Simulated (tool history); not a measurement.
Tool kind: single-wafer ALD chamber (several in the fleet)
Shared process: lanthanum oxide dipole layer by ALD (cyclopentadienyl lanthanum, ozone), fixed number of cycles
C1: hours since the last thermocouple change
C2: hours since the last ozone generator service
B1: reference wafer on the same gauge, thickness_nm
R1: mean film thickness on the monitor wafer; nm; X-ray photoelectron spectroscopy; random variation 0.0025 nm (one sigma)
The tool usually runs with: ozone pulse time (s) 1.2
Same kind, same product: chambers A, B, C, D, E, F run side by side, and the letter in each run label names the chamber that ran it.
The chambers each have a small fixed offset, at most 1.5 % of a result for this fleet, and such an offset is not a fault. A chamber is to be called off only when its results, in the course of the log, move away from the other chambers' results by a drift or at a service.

{"run": "1B", "hour": 3.6, "ozone pulse time (s)": 1.2, "C1": 909, "C2": 1841.5, "B1": 0.53745, "R1": 0.52759}
{"run": "2C", "hour": 5.7, "ozone pulse time (s)": 1.2, "C1": 896.3, "C2": 1119.5, "B1": 0.53699, "R1": 0.52145}
{"run": "3F", "hour": 8.3, "ozone pulse time (s)": 1.2, "C1": 489.6, "C2": 618.4, "B1": 0.5374, "R1": 0.52833}
{"run": "4A", "hour": 11.9, "ozone pulse time (s)": 1.2, "C1": 2338.1, "C2": 211.5, "B1": 0.53673, "R1": 0.5323}
{"run": "5E", "hour": 14.8, "ozone pulse time (s)": 1.2, "C1": 1098.2, "C2": 288.7, "B1": 0.53704, "R1": 0.52793}
{"run": "6D", "hour": 18.5, "ozone pulse time (s)": 1.2, "C1": 2151.2, "C2": 317, "B1": 0.53698, "R1": 0.52715}
{"run": "7A", "hour": 22.0, "ozone pulse time (s)": 1.2, "C1": 2348.2, "C2": 221.6, "B1": 0.53662, "R1": 0.53593}
{"run": "8E", "hour": 24.7, "ozone pulse time (s)": 1.2, "C1": 1108.1, "C2": 298.6, "B1": 0.53627, "R1": 0.52907}
{"run": "9D", "hour": 27.2, "ozone pulse time (s)": 1.2, "C1": 2159.9, "C2": 325.7, "B1": 0.53652, "R1": 0.52418}
{"run": "10B", "hour": 29.2, "ozone pulse time (s)": 1.4, "C1": 934.6, "C2": 1867.1, "B1": 0.53769, "R1": 0.54069}
{"run": "11C", "hour": 33.3, "ozone pulse time (s)": 1.4, "C1": 923.9, "C2": 1147.1, "B1": 0.53656, "R1": 0.54561}
{"run": "12F", "hour": 35.7, "ozone pulse time (s)": 1.4, "C1": 517, "C2": 645.8, "B1": 0.53786, "R1": 0.54753}
{"run": "13D", "hour": 38.7, "ozone pulse time (s)": 1.4, "C1": 2171.4, "C2": 337.2, "B1": 0.53674, "R1": 0.54619}
{"run": "14E", "hour": 41.6, "ozone pulse time (s)": 1.4, "C1": 1125, "C2": 315.5, "B1": 0.53667, "R1": 0.54431}
{"run": "15B", "hour": 44.4, "ozone pulse time (s)": 1.4, "C1": 949.8, "C2": 1882.3, "B1": 0.53696, "R1": 0.54343}
{"run": "16A", "hour": 47.7, "ozone pulse time (s)": 1.2, "C1": 2373.9, "C2": 247.3, "B1": 0.53713, "R1": 0.53437}
{"run": "17F", "hour": 50.9, "ozone pulse time (s)": 1.2, "C1": 532.2, "C2": 661, "B1": 0.537, "R1": 0.52532}
{"run": "18C", "hour": 53.2, "ozone pulse time (s)": 1.2, "C1": 943.8, "C2": 1167, "B1": 0.53699, "R1": 0.52693}
{"run": "19B", "hour": 55.6, "ozone pulse time (s)": 1.2, "C1": 961, "C2": 1893.5, "B1": 0.53728, "R1": 0.53046}
{"run": "20D", "hour": 59.1, "ozone pulse time (s)": 1.2, "C1": 2191.8, "C2": 357.6, "B1": 0.53671, "R1": 0.52364}
{"run": "21A", "hour": 62.9, "ozone pulse time (s)": 1.2, "C1": 2389.1, "C2": 262.5, "B1": 0.53744, "R1": 0.53331}
{"run": "22F", "hour": 65.7, "ozone pulse time (s)": 1.2, "C1": 547, "C2": 675.8, "B1": 0.53687, "R1": 0.52535}
{"run": "23C", "hour": 67.7, "ozone pulse time (s)": 1.2, "C1": 958.3, "C2": 1181.5, "B1": 0.53706, "R1": 0.52437}
{"run": "24E", "hour": 69.9, "ozone pulse time (s)": 1.2, "C1": 1153.3, "C2": 343.8, "B1": 0.5371, "R1": 0.52598}
{"run": "25E", "hour": 72.1, "ozone pulse time (s)": 0.83, "C1": 1155.5, "C2": 346, "B1": 0.53702, "R1": 0.46697}
{"run": "26A", "hour": 76.0, "ozone pulse time (s)": 0.83, "C1": 2402.2, "C2": 275.6, "B1": 0.53676, "R1": 0.47252}
{"run": "27F", "hour": 80.1, "ozone pulse time (s)": 0.83, "C1": 561.4, "C2": 690.2, "B1": 0.53676, "R1": 0.46373}
{"run": "28B", "hour": 84.2, "ozone pulse time (s)": 0.83, "C1": 989.6, "C2": 1922.1, "B1": 0.53657, "R1": 0.47157}
{"run": "29C", "hour": 87.8, "ozone pulse time (s)": 0.83, "C1": 978.4, "C2": 1201.6, "B1": 0.53687, "R1": 0.46988}
{"run": "30D", "hour": 90.9, "ozone pulse time (s)": 0.83, "C1": 2223.6, "C2": 389.4, "B1": 0.53708, "R1": 0.46804}
{"run": "31A", "hour": 93.6, "ozone pulse time (s)": 1.2, "C1": 2419.8, "C2": 293.2, "B1": 0.5375, "R1": 0.5279}
{"run": "32D", "hour": 97.9, "ozone pulse time (s)": 1.2, "C1": 2230.6, "C2": 396.4, "B1": 0.53669, "R1": 0.52606}
{"run": "33F", "hour": 101.2, "ozone pulse time (s)": 1.2, "C1": 582.5, "C2": 711.3, "B1": 0.53695, "R1": 0.51953}
{"run": "34B", "hour": 103.8, "ozone pulse time (s)": 1.2, "C1": 1009.2, "C2": 1941.7, "B1": 0.53691, "R1": 0.52526}
{"run": "35C", "hour": 105.9, "ozone pulse time (s)": 1.2, "C1": 996.5, "C2": 1219.7, "B1": 0.53651, "R1": 0.5317}
{"hour": 107.5, "done": "chamber B: ozone generator serviced"}
{"run": "36E", "hour": 109.3, "ozone pulse time (s)": 1.2, "C1": 1192.7, "C2": 383.2, "B1": 0.53699, "R1": 0.53009}
{"run": "37A", "hour": 112.4, "ozone pulse time (s)": 1.2, "C1": 2438.6, "C2": 312, "B1": 0.53699, "R1": 0.53341}
{"run": "38B", "hour": 115.6, "ozone pulse time (s)": 1.2, "C1": 1021, "C2": 8.1, "B1": 0.53729, "R1": 0.52697}
{"run": "39C", "hour": 119.4, "ozone pulse time (s)": 1.2, "C1": 1010, "C2": 1233.2, "B1": 0.53671, "R1": 0.52302}
{"run": "40F", "hour": 121.4, "ozone pulse time (s)": 1.53, "C1": 602.7, "C2": 731.5, "B1": 0.53723, "R1": 0.54011}
{"run": "41D", "hour": 124.9, "ozone pulse time (s)": 1.53, "C1": 2257.6, "C2": 423.4, "B1": 0.53687, "R1": 0.54536}

Each of the 6 chambers runs these same settings next. Fill in every chamber's results:
{"run": "42A", "hour": 128.1, "ozone pulse time (s)": 1.05, "R1": "?"}
{"run": "42B", "hour": 128.1, "ozone pulse time (s)": 1.05, "R1": "?"}
{"run": "42C", "hour": 128.1, "ozone pulse time (s)": 1.05, "R1": "?"}
{"run": "42D", "hour": 128.1, "ozone pulse time (s)": 1.05, "R1": "?"}
{"run": "42E", "hour": 128.1, "ozone pulse time (s)": 1.05, "R1": "?"}
{"run": "42F", "hour": 128.1, "ozone pulse time (s)": 1.05, "R1": "?"}

run=42A R1=0.51239
run=42B R1=0.50726
run=42C R1=0.50109
run=42D R1=0.50495
run=42E R1=0.51149
run=42F R1=0.49221
